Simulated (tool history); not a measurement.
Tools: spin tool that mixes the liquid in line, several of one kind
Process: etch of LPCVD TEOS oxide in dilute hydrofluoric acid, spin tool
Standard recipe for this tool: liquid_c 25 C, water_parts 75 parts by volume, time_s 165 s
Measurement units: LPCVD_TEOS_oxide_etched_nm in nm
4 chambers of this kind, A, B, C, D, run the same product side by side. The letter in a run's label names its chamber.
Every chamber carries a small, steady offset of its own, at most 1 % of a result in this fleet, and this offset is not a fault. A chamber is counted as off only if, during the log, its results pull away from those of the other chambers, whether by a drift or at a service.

run   hour  liquid_c  water_parts  time_s  hours since the thermometer was replaced  hours since the hydrofluoric acid flow meter was replaced  read-back film thickness of the LPCVD TEOS oxide reference wafer, read on the same gauge (nm)  LPCVD_TEOS_oxide_etched_nm
 1B    9.1        25           75     165                                    1479.6                                                      336.6                                                                                         30.002                      59.084
 2C   15.4        25           75     165                                     182.8                                                     1219.0                                                                                         30.023                      58.442
 3A   20.1        25           75     165                                    1062.4                                                      459.0                                                                                         30.003                      59.376
 4D   27.8        25           75     165                                     718.4                                                      627.0                                                                                         29.971                      60.152
 5B   32.9        25           75     165                                    1503.4                                                      360.4                                                                                         30.009                      57.810
 6D   43.2        25           75     165                                     733.8                                                      642.4                                                                                         29.980                      59.821
 7C   51.8        25           75     165                                     219.2                                                     1255.4                                                                                         30.030                      58.763
 8A   60.5        25           75     165                                    1102.8                                                      499.4                                                                                         29.983                      59.871
 9B   70.4        25           75     165                                    1540.9                                                      397.9                                                                                         30.010                      58.600
10C   77.5        25           75     165                                     244.9                                                     1281.1                                                                                         29.998                      59.082
11D   87.8        25           75     165                                     778.4                                                      687.0                                                                                         29.993                      60.815
12A   94.7        25           75     165                                    1137.0                                                      533.6                                                                                         29.978                      59.142
13B  100.4        25           75     165                                    1570.9                                                      427.9                                                                                         30.009                      59.723
14C  110.1        25          100      75                                     277.5                                                     1313.7                                                                                         29.975                      19.646
15D  115.6        25          100      75                                     806.2                                                      714.8                                                                                         30.005                      19.485
16A  120.5        25          100      75                                    1162.8                                                      559.4                                                                                         29.996                      19.607
17A  127.9        25          100      75                                    1170.2                                                      566.8                                                                                         29.987                      19.498
     132.0  -- chamber B: hydrofluoric acid flow meter replaced
18D  136.2        25           75     165                                     826.8                                                      735.4                                                                                         29.962                      60.033
19C  145.2        25           75     165                                     312.6                                                     1348.8                                                                                         30.001                      58.880
20B  154.5        25           75     165                                    1625.0                                                       22.5                                                                                         29.962                      58.645
21A  163.1        25           75     165                                    1205.4                                                      602.0                                                                                         30.016                      59.821
22D  169.1        25           75     165                                     859.7                                                      768.3                                                                                         29.980                      59.534
23C  178.6        25           75     165                                     346.0                                                     1382.2                                                                                         30.002                      59.182
24B  189.4        25           75     165                                    1659.9                                                       57.4                                                                                         30.033                      59.033
25A  194.2        25           75     165                                    1236.5                                                      633.1                                                                                         29.958                      59.298
     201.5  -- chamber B: thermometer replaced
26B  202.6        25           75     165                                       1.1                                                       70.6                                                                                         30.039                      59.435
27D  211.1        25           75     165                                     901.7                                                      810.3                                                                                         30.002                      59.047
28C  221.4        25           55     165                                     388.8                                                     1425.0                                                                                         30.016                      81.950
29D  228.5        25           55     165                                     919.1                                                      827.7                                                                                         30.011                      84.351
30B  235.8        25           55     165                                      34.3                                                      103.8                                                                                         29.989                      84.007
31A  241.4        25           55     165                                    1283.7                                                      680.3                                                                                         30.032                      81.607
32C  250.7        27           75     165                                     418.1                                                     1454.3                                                                                         30.020                      63.890
33B  259.1        27           75     165                                      57.6                                                      127.1                                                                                         29.969                      64.651
34C  264.7        27           75     165                                     432.1                                                     1468.3                                                                                         30.007                      63.862
35A  273.8        27           75     165                                    1316.1                                                      712.7                                                                                         30.018                      64.883
36D  283.6        25           75     165                                     974.2                                                      882.8                                                                                         30.002                      59.796
37B  290.2        25           75     165                                      88.7                                                      158.2                                                                                         29.982                      59.007
38C  296.2        25           75     165                                     463.6                                                     1499.8                                                                                         29.974                      59.179
39D  304.5        25           75     165                                     995.1                                                      903.7                                                                                         29.963                      59.019
40A  311.2        25           75     165                                    1353.5                                                      750.1                                                                                         30.004                      58.911

All 4 chambers run these settings next. Forecast each chamber's results:
41A  319.0        25           75     165                                                                                                                                                                                                                               ?
41B  319.0        25           75     165                                                                                                                                                                                                                               ?
41C  319.0        25           75     165                                                                                                                                                                                                                               ?
41D  319.0        25           75     165                                                                                                                                                                                                                               ?

run  LPCVD_TEOS_oxide_etched_nm
41A                      59.824
41B                      60.226
41C                      59.272
41D                      58.803
